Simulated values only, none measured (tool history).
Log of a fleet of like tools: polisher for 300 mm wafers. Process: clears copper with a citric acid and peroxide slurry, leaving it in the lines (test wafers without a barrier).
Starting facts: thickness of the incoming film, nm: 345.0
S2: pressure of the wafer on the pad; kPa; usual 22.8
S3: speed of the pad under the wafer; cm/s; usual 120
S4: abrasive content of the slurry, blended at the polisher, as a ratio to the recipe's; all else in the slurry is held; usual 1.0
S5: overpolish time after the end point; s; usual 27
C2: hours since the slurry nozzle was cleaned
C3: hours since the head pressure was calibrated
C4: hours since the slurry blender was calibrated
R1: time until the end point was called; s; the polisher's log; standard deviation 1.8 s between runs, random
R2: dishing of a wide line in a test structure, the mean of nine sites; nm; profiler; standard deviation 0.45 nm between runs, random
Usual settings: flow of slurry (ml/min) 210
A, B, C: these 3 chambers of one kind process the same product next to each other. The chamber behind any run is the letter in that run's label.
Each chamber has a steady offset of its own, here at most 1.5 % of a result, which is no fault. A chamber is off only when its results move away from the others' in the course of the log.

Run 1B, hour 9.7: usual settings; wafers polished on this pad 334; C2 629.0; C3 345.1; C4 30.5. Result: R1 100.970 s, R2 40.520 nm.
Run 2A, hour 18.5: usual settings; wafers polished on this pad 996; C2 252.9; C3 347.8; C4 22.5. Result: R1 103.480 s, R2 41.193 nm.
Run 3C, hour 26.0: usual settings; wafers polished on this pad 997; C2 195.4; C3 295.4; C4 140.5. Result: R1 99.165 s, R2 41.081 nm.
At hour 30.5: chamber A: worn pad replaced by a new one.
Run 4A, hour 34.1: usual settings; wafers polished on this pad 29; C2 268.5; C3 363.4; C4 38.1. Result: R1 104.810 s, R2 40.413 nm.
Run 5B, hour 41.4: usual settings; wafers polished on this pad 587; C2 660.7; C3 376.8; C4 62.2. Result: R1 103.340 s, R2 40.614 nm.
At hour 48.1: chamber B: worn pad replaced by a new one.
At hour 51.6: chamber C: worn pad replaced by a new one.
Run 6C, hour 56.2: usual settings; wafers polished on this pad 36; C2 225.6; C3 325.6; C4 170.7. Result: R1 101.570 s, R2 41.289 nm.
Run 7A, hour 69.4: usual settings; wafers polished on this pad 311; C2 303.8; C3 398.7; C4 73.4. Result: R1 106.390 s, R2 41.005 nm.
Run 8B, hour 79.7: usual settings; wafers polished on this pad 252; C2 699.0; C3 415.1; C4 100.5. Result: R1 101.730 s, R2 41.344 nm.
Run 9C, hour 92.3: usual settings; wafers polished on this pad 325; C2 261.7; C3 361.7; C4 206.8. Result: R1 100.770 s, R2 41.713 nm.
At hour 94.6: chamber A: slurry blender recalibrated.
Run 10C, hour 103.6: usual settings; wafers polished on this pad 415; C2 273.0; C3 373.0; C4 218.1. Result: R1 103.410 s, R2 41.514 nm.
At hour 104.4: chamber B: head pressure recalibrated.
Run 11A, hour 117.2: usual settings; wafers polished on this pad 693; C2 351.6; C3 446.5; C4 22.7. Result: R1 104.140 s, R2 41.102 nm.
Run 12B, hour 123.8: usual settings; wafers polished on this pad 605; C2 743.1; C3 19.4; C4 144.6. Result: R1 102.700 s, R2 41.306 nm.
Run 13C, hour 138.3: usual settings; wafers polished on this pad 692; C2 307.7; C3 407.7; C4 252.8. Result: R1 101.380 s, R2 41.226 nm.
At hour 142.5: chamber B: slurry blender recalibrated.
At hour 150.1: chamber B: worn pad replaced by a new one.
Run 14A, hour 152.5: usual settings but S2 17.9 kPa, S4 0.9; wafers polished on this pad 975; C2 386.9; C3 481.8; C4 58.0. Result: R1 133.020 s, R2 35.102 nm.
At hour 152.8: chamber B: slurry nozzle cleaned.
At hour 162.7: chamber A: worn pad replaced by a new one.
Run 15B, hour 167.4: usual settings but S2 17.9 kPa, S4 0.9; wafers polished on this pad 138; C2 14.7; C3 63.0; C4 25.0. Result: R1 130.750 s, R2 35.324 nm.
Run 16A, hour 175.1: usual settings but S2 17.9 kPa, S4 0.9; wafers polished on this pad 99; C2 409.5; C3 504.4; C4 80.6. Result: R1 135.010 s, R2 34.782 nm.
Run 17C, hour 188.4: usual settings; wafers polished on this pad 1092; C2 357.8; C3 457.8; C4 302.9. Result: R1 105.400 s, R2 40.070 nm.
At hour 192.5: chamber A: slurry blender recalibrated.
At hour 201.4: chamber C: worn pad replaced by a new one.
Run 18B, hour 201.7: usual settings but flow of slurry (ml/min) 145, S5 14 s; wafers polished on this pad 412; C2 49.0; C3 97.3; C4 59.3. Result: R1 109.000 s, R2 25.925 nm.
Run 19B, hour 212.9: usual settings but flow of slurry (ml/min) 145, S5 14 s; wafers polished on this pad 501; C2 60.2; C3 108.5; C4 70.5. Result: R1 108.190 s, R2 25.741 nm.
Run 20C, hour 219.9: usual settings but flow of slurry (ml/min) 145, S5 14 s; wafers polished on this pad 148; C2 389.3; C3 489.3; C4 334.4. Result: R1 111.220 s, R2 26.441 nm.
Run 21A, hour 232.8: usual settings; wafers polished on this pad 560; C2 467.2; C3 562.1; C4 40.3. Result: R1 102.740 s, R2 40.779 nm.
At hour 241.3: chamber B: worn pad replaced by a new one.
Run 22A, hour 245.2: usual settings; wafers polished on this pad 659; C2 479.6; C3 574.5; C4 52.7. Result: R1 104.140 s, R2 40.869 nm.
Run 23B, hour 258.6: usual settings; wafers polished on this pad 138; C2 105.9; C3 154.2; C4 116.2. Result: R1 106.250 s, R2 41.521 nm.
Run 24C, hour 270.8: usual settings; wafers polished on this pad 555; C2 440.2; C3 540.2; C4 385.3. Result: R1 104.900 s, R2 40.867 nm.
Run 25C, hour 282.0: usual settings; wafers polished on this pad 644; C2 451.4; C3 551.4; C4 396.5. Result: R1 104.590 s, R2 41.016 nm.
At hour 287.9: chamber C: slurry blender recalibrated.
Run 26B, hour 293.8: usual settings; wafers polished on this pad 419; C2 141.1; C3 189.4; C4 151.4. Result: R1 106.500 s, R2 40.448 nm.
At hour 299.7: chamber B: slurry blender recalibrated.
Run 27A, hour 307.9: usual settings; wafers polished on this pad 1159; C2 542.3; C3 637.2; C4 115.4. Result: R1 105.320 s, R2 41.167 nm.
At hour 308.9: chamber A: worn pad replaced by a new one.
At hour 313.6: chamber A: slurry blender recalibrated.
Run 28C, hour 316.0: usual settings; wafers polished on this pad 916; C2 485.4; C3 585.4; C4 28.1. Result: R1 105.470 s, R2 40.628 nm.
Run 29B, hour 327.0: usual settings; wafers polished on this pad 684; C2 174.3; C3 222.6; C4 27.3. Result: R1 106.730 s, R2 40.764 nm.
At hour 336.5: chamber B: worn pad replaced by a new one.
Run 30A, hour 336.5: usual settings; wafers polished on this pad 220; C2 570.9; C3 665.8; C4 22.9. Result: R1 105.820 s, R2 40.979 nm.
At hour 340.9: chamber C: worn pad replaced by a new one.
Run 31B, hour 344.6: usual settings; wafers polished on this pad 64; C2 191.9; C3 240.2; C4 44.9. Result: R1 101.920 s, R2 41.225 nm.
Run 32A, hour 354.8: usual settings; wafers polished on this pad 366; C2 589.2; C3 684.1; C4 41.2. Result: R1 103.920 s, R2 41.162 nm.
At hour 364.3: chamber C: slurry nozzle cleaned.
Run 33C, hour 366.3: usual settings; wafers polished on this pad 203; C2 2.1; C3 635.7; C4 78.4. Result: R1 104.470 s, R2 40.929 nm.
Run 34C, hour 380.5: usual settings; wafers polished on this pad 316; C2 16.3; C3 649.9; C4 92.6. Result: R1 104.080 s, R2 41.038 nm.
Run 35B, hour 391.8: usual settings; wafers polished on this pad 441; C2 239.1; C3 287.4; C4 92.1. Result: R1 102.800 s, R2 40.988 nm.
Run 36A, hour 399.1: usual settings; wafers polished on this pad 720; C2 633.5; C3 728.4; C4 85.5. Result: R1 102.280 s, R2 41.052 nm.
Run 37C, hour 410.5: usual settings; wafers polished on this pad 556; C2 46.3; C3 679.9; C4 122.6. Result: R1 102.720 s, R2 41.228 nm.
At hour 411.5: chamber A: slurry blender recalibrated.
Run 38B, hour 423.9: usual settings; wafers polished on this pad 698; C2 271.2; C3 319.5; C4 124.2. Result: R1 105.950 s, R2 41.521 nm.
Run 39A, hour 433.3: usual settings; wafers polished on this pad 993; C2 667.7; C3 762.6; C4 21.8. Result: R1 104.260 s, R2 40.607 nm.
Run 40A, hour 446.9: usual settings; wafers polished on this pad 1102; C2 681.3; C3 776.2; C4 35.4. Result: R1 105.030 s, R2 40.849 nm.

All chambers now run identical settings, listed one chamber a line with results as question marks. What results will each chamber show?
Run 41A, hour 457.7: usual settings. Result: R1 ?, R2 ?.
Run 41B, hour 457.7: usual settings. Result: R1 ?, R2 ?.
Run 41C, hour 457.7: usual settings. Result: R1 ?, R2 ?.

run       R1      R2
41A  103.550  41.903
41B  102.100  41.058
41C  104.530  41.411
